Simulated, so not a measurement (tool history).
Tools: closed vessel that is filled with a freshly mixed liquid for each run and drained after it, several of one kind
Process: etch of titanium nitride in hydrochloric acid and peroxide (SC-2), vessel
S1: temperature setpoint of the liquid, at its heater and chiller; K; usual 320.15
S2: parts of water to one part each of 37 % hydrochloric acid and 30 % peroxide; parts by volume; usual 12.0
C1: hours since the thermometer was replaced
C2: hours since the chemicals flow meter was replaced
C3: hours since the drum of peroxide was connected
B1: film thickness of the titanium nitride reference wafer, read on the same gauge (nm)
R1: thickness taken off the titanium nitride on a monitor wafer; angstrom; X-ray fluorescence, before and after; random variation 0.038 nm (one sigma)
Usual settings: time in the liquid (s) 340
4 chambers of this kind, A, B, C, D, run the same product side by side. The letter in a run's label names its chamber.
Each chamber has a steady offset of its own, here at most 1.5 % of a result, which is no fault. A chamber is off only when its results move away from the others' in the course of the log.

Run 1D, hour 5.4: usual settings; C1 311.1; C2 407.1; C3 515.8; B1 59.989. Result: R1 66.335 angstrom.
Run 2A, hour 11.0: usual settings; C1 586.6; C2 1989.0; C3 1029.2; B1 60.006. Result: R1 66.929 angstrom.
Run 3C, hour 14.2: usual settings; C1 464.9; C2 1160.0; C3 647.2; B1 60.011. Result: R1 66.669 angstrom.
Run 4B, hour 20.5: usual settings; C1 1035.9; C2 107.6; C3 146.2; B1 59.970. Result: R1 66.333 angstrom.
Run 5B, hour 25.1: usual settings; C1 1040.5; C2 112.2; C3 150.8; B1 59.979. Result: R1 65.923 angstrom.
Run 6D, hour 31.0: usual settings; C1 336.7; C2 432.7; C3 541.4; B1 59.998. Result: R1 66.669 angstrom.
Run 7A, hour 34.9: usual settings; C1 610.5; C2 2012.9; C3 1053.1; B1 59.992. Result: R1 66.972 angstrom.
Run 8C, hour 40.6: usual settings but S1 315.15 K; C1 491.3; C2 1186.4; C3 673.6; B1 60.007. Result: R1 47.886 angstrom.
Run 9A, hour 46.6: usual settings but S1 315.15 K; C1 622.2; C2 2024.6; C3 1064.8; B1 59.998. Result: R1 47.852 angstrom.
Run 10B, hour 51.9: usual settings but S1 315.15 K; C1 1067.3; C2 139.0; C3 177.6; B1 60.006. Result: R1 47.369 angstrom.
Run 11C, hour 58.8: usual settings but S1 315.15 K; C1 509.5; C2 1204.6; C3 691.8; B1 60.006. Result: R1 47.225 angstrom.
Run 12D, hour 62.8: usual settings; C1 368.5; C2 464.5; C3 573.2; B1 59.983. Result: R1 66.303 angstrom.
At hour 63.1: chamber A: new drum of peroxide connected.
Run 13B, hour 68.7: usual settings; C1 1084.1; C2 155.8; C3 194.4; B1 60.015. Result: R1 65.779 angstrom.
Run 14C, hour 75.2: usual settings; C1 525.9; C2 1221.0; C3 708.2; B1 60.012. Result: R1 66.904 angstrom.
Run 15A, hour 78.4: usual settings; C1 654.0; C2 2056.4; C3 15.4; B1 60.007. Result: R1 66.855 angstrom.
Run 16D, hour 85.3: usual settings but S1 323.15 K, time in the liquid (s) 415; C1 391.0; C2 487.0; C3 595.7; B1 59.993. Result: R1 97.039 angstrom.
Run 17D, hour 90.5: usual settings but S1 323.15 K, time in the liquid (s) 415; C1 396.2; C2 492.2; C3 600.9; B1 59.983. Result: R1 98.187 angstrom.
Run 18C, hour 95.4: usual settings but S1 323.15 K, time in the liquid (s) 415; C1 546.1; C2 1241.2; C3 728.4; B1 60.011. Result: R1 98.752 angstrom.
Run 19B, hour 99.6: usual settings but S1 323.15 K, time in the liquid (s) 415; C1 1115.0; C2 186.7; C3 225.3; B1 59.996. Result: R1 97.904 angstrom.
Run 20A, hour 103.4: usual settings; C1 679.0; C2 2081.4; C3 40.4; B1 59.960. Result: R1 66.858 angstrom.
Run 21D, hour 110.0: usual settings; C1 415.7; C2 511.7; C3 620.4; B1 59.987. Result: R1 64.181 angstrom.
Run 22C, hour 113.2: usual settings; C1 563.9; C2 1259.0; C3 746.2; B1 59.998. Result: R1 66.498 angstrom.
Run 23A, hour 116.6: usual settings; C1 692.2; C2 2094.6; C3 53.6; B1 60.006. Result: R1 67.117 angstrom.
Run 24B, hour 123.2: usual settings; C1 1138.6; C2 210.3; C3 248.9; B1 59.984. Result: R1 66.147 angstrom.
Run 25D, hour 129.7: usual settings; C1 435.4; C2 531.4; C3 640.1; B1 60.026. Result: R1 62.994 angstrom.
Run 26C, hour 132.8: usual settings; C1 583.5; C2 1278.6; C3 765.8; B1 60.013. Result: R1 67.180 angstrom.
Run 27A, hour 137.2: usual settings; C1 712.8; C2 2115.2; C3 74.2; B1 59.972. Result: R1 67.490 angstrom.
Run 28B, hour 143.0: usual settings but S1 323.65 K, S2 7.5 parts by volume; C1 1158.4; C2 230.1; C3 268.7; B1 59.998. Result: R1 121.990 angstrom.

Next, every chamber runs the same settings. What will each give?
Run 29A, hour 148.0: usual settings. Result: R1 ?.
Run 29B, hour 148.0: usual settings. Result: R1 ?.
Run 29C, hour 148.0: usual settings. Result: R1 ?.
Run 29D, hour 148.0: usual settings. Result: R1 ?.

run      R1
29A  67.313
29B  65.630
29C  67.402
29D  61.191
